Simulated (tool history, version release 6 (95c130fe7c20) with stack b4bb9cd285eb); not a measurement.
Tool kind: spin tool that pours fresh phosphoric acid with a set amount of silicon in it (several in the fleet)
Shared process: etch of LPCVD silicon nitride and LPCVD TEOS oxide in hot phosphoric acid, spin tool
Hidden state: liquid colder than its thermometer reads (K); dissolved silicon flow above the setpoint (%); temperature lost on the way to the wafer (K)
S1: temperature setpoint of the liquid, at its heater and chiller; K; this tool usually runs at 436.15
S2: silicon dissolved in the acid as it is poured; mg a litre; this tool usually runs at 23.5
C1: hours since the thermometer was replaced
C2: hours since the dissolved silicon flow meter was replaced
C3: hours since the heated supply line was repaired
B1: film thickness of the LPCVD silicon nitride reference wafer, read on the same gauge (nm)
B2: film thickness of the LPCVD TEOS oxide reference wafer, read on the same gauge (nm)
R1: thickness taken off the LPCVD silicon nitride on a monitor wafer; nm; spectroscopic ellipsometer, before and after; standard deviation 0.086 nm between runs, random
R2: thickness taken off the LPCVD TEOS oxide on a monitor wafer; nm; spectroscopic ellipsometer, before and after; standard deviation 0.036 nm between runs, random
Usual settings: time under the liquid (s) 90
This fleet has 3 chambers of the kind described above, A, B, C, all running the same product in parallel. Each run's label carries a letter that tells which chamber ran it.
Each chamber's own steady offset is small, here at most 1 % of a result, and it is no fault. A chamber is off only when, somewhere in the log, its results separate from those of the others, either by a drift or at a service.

run 1B hour=4 | S1=436.15 S2=23.5 time_under_the_liquid_(s)=90 | C1=114.4 C2=1466.4 C3=2180.1 | B1=110.02 B2=89.974 | R1=9.1695 R2=0.30234
run 2C hour=9.7 | S1=436.15 S2=23.5 time_under_the_liquid_(s)=90 | C1=1205.1 C2=298.8 C3=3222.1 | B1=109.99 B2=90.001 | R1=8.8006 R2=0.31743
run 3A hour=15.2 | S1=436.15 S2=23.5 time_under_the_liquid_(s)=90 | C1=2514.3 C2=1694.2 C3=1802.1 | B1=110.01 B2=90 | R1=8.9088 R2=0.36133
run 4B hour=19.1 | S1=436.15 S2=23.5 time_under_the_liquid_(s)=90 | C1=129.5 C2=1481.5 C3=2195.2 | B1=109.98 B2=89.977 | R1=9.0153 R2=0.34109
run 5C hour=23.1 | S1=436.15 S2=23.5 time_under_the_liquid_(s)=90 | C1=1218.5 C2=312.2 C3=3235.5 | B1=110 B2=90.012 | R1=8.8255 R2=0.31316
run 6A hour=28.2 | S1=436.15 S2=23.5 time_under_the_liquid_(s)=90 | C1=2527.3 C2=1707.2 C3=1815.1 | B1=110.01 B2=89.977 | R1=8.9507 R2=0.28992
run 7B hour=33 | S1=436.15 S2=23.5 time_under_the_liquid_(s)=90 | C1=143.4 C2=1495.4 C3=2209.1 | B1=109.99 B2=90.013 | R1=8.919 R2=0.31604
run 8A hour=38.7 | S1=436.15 S2=23.5 time_under_the_liquid_(s)=90 | C1=2537.8 C2=1717.7 C3=1825.6 | B1=110.02 B2=89.986 | R1=8.8424 R2=0.31107
run 9C hour=44.9 | S1=436.15 S2=23.5 time_under_the_liquid_(s)=90 | C1=1240.3 C2=334 C3=3257.3 | B1=110 B2=89.976 | R1=8.809 R2=0.41516
run 10A hour=49.9 | S1=438.65 S2=23.5 time_under_the_liquid_(s)=90 | C1=2549 C2=1728.9 C3=1836.8 | B1=110.01 B2=90.014 | R1=9.7764 R2=0.30727
run 11C hour=54.8 | S1=438.65 S2=23.5 time_under_the_liquid_(s)=90 | C1=1250.2 C2=343.9 C3=3267.2 | B1=110 B2=90.025 | R1=9.7497 R2=0.40805
run 12B hour=60.2 | S1=438.65 S2=23.5 time_under_the_liquid_(s)=90 | C1=170.6 C2=1522.6 C3=2236.3 | B1=110 B2=89.993 | R1=9.5853 R2=0.434
run 13B hour=64 | S1=436.15 S2=23.5 time_under_the_liquid_(s)=90 | C1=174.4 C2=1526.4 C3=2240.1 | B1=109.98 B2=90.005 | R1=8.924 R2=0.29441
run 14A hour=67.7 | S1=434.65 S2=29.5 time_under_the_liquid_(s)=90 | C1=2566.8 C2=1746.7 C3=1854.6 | B1=109.99 B2=89.992 | R1=8.4035 R2=0.24343
run 15C hour=72.2 | S1=434.65 S2=29.5 time_under_the_liquid_(s)=90 | C1=1267.6 C2=361.3 C3=3284.6 | B1=109.99 B2=90.011 | R1=8.3286 R2=0.20821
run 16B hour=76.4 | S1=434.65 S2=29.5 time_under_the_liquid_(s)=90 | C1=186.8 C2=1538.8 C3=2252.5 | B1=110.01 B2=89.956 | R1=8.2128 R2=0.1883
run 17A hour=79.7 | S1=436.15 S2=23.5 time_under_the_liquid_(s)=90 | C1=2578.8 C2=1758.7 C3=1866.6 | B1=110 B2=89.999 | R1=9.0808 R2=0.26829
run 18C hour=83 | S1=436.15 S2=23.5 time_under_the_liquid_(s)=90 | C1=1278.4 C2=372.1 C3=3295.4 | B1=110.01 B2=90.031 | R1=8.8557 R2=0.28508
-- hour=84.2 chamber A: thermometer replaced
run 19B hour=87.3 | S1=436.15 S2=23.5 time_under_the_liquid_(s)=90 | C1=197.7 C2=1549.7 C3=2263.4 | B1=109.98 B2=90.018 | R1=8.4767 R2=0.2489
run 20A hour=90.5 | S1=436.15 S2=23.5 time_under_the_liquid_(s)=90 | C1=6.4 C2=1769.5 C3=1877.4 | B1=109.98 B2=89.992 | R1=8.9411 R2=0.34594
run 21C hour=95.4 | S1=436.15 S2=23.5 time_under_the_liquid_(s)=50 | C1=1290.8 C2=384.5 C3=3307.8 | B1=110.01 B2=90.012 | R1=4.9169 R2=0.15382
run 22A hour=99.2 | S1=436.15 S2=23.5 time_under_the_liquid_(s)=50 | C1=15.1 C2=1778.2 C3=1886.1 | B1=110 B2=90.001 | R1=4.9687 R2=0.20503
run 23B hour=104.2 | S1=436.15 S2=23.5 time_under_the_liquid_(s)=50 | C1=214.6 C2=1566.6 C3=2280.3 | B1=110.01 B2=89.986 | R1=4.6791 R2=0.1764
run 24C hour=108.2 | S1=436.15 S2=23.5 time_under_the_liquid_(s)=90 | C1=1303.6 C2=397.3 C3=3320.6 | B1=110 B2=90.007 | R1=8.796 R2=0.31787
run 25A hour=113.2 | S1=436.15 S2=23.5 time_under_the_liquid_(s)=90 | C1=29.1 C2=1792.2 C3=1900.1 | B1=110 B2=89.987 | R1=8.8979 R2=0.31216
run 26B hour=117.6 | S1=436.15 S2=9 time_under_the_liquid_(s)=130 | C1=228 C2=1580 C3=2293.7 | B1=110 B2=90.014 | R1=12.027 R2=0.55784
run 27C hour=123.4 | S1=436.15 S2=9 time_under_the_liquid_(s)=130 | C1=1318.8 C2=412.5 C3=3335.8 | B1=110 B2=89.951 | R1=12.88 R2=0.69249
run 28B hour=128.5 | S1=436.15 S2=9 time_under_the_liquid_(s)=130 | C1=238.9 C2=1590.9 C3=2304.6 | B1=110 B2=90.032 | R1=11.779 R2=0.52691
run 29C hour=134.7 | S1=436.15 S2=23.5 time_under_the_liquid_(s)=90 | C1=1330.1 C2=423.8 C3=3347.1 | B1=109.99 B2=90.023 | R1=8.9093 R2=0.26504
run 30A hour=139.1 | S1=433.65 S2=15 time_under_the_liquid_(s)=90 | C1=55 C2=1818.1 C3=1926 | B1=109.98 B2=90.001 | R1=8.0942 R2=0.29087
run 31A hour=142.6 | S1=433.65 S2=15 time_under_the_liquid_(s)=90 | C1=58.5 C2=1821.6 C3=1929.5 | B1=110.01 B2=89.984 | R1=8.3236 R2=0.33475
run 32B hour=149 | S1=433.65 S2=15 time_under_the_liquid_(s)=90 | C1=259.4 C2=1611.4 C3=2325.1 | B1=109.99 B2=90.011 | R1=7.3937 R2=0.25053
run 33C hour=154.8 | S1=436.15 S2=10.5 time_under_the_liquid_(s)=120 | C1=1350.2 C2=443.9 C3=3367.2 | B1=109.99 B2=90.042 | R1=11.934 R2=0.68506
run 34A hour=160.3 | S1=436.15 S2=10.5 time_under_the_liquid_(s)=120 | C1=76.2 C2=1839.3 C3=1947.2 | B1=110 B2=90.005 | R1=12.032 R2=0.48547

For the next run the whole fleet of 3 chambers uses the same settings. Give each chamber's results:
run 35A hour=165 | S1=433.65 S2=23.5 time_under_the_liquid_(s)=90 | R1=? R2=?
run 35B hour=165 | S1=433.65 S2=23.5 time_under_the_liquid_(s)=90 | R1=? R2=?
run 35C hour=165 | S1=433.65 S2=23.5 time_under_the_liquid_(s)=90 | R1=? R2=?

run=35A R1=8.1319 R2=0.30245
run=35B R1=7.2167 R2=0.17251
run=35C R1=8.3567 R2=0.25879

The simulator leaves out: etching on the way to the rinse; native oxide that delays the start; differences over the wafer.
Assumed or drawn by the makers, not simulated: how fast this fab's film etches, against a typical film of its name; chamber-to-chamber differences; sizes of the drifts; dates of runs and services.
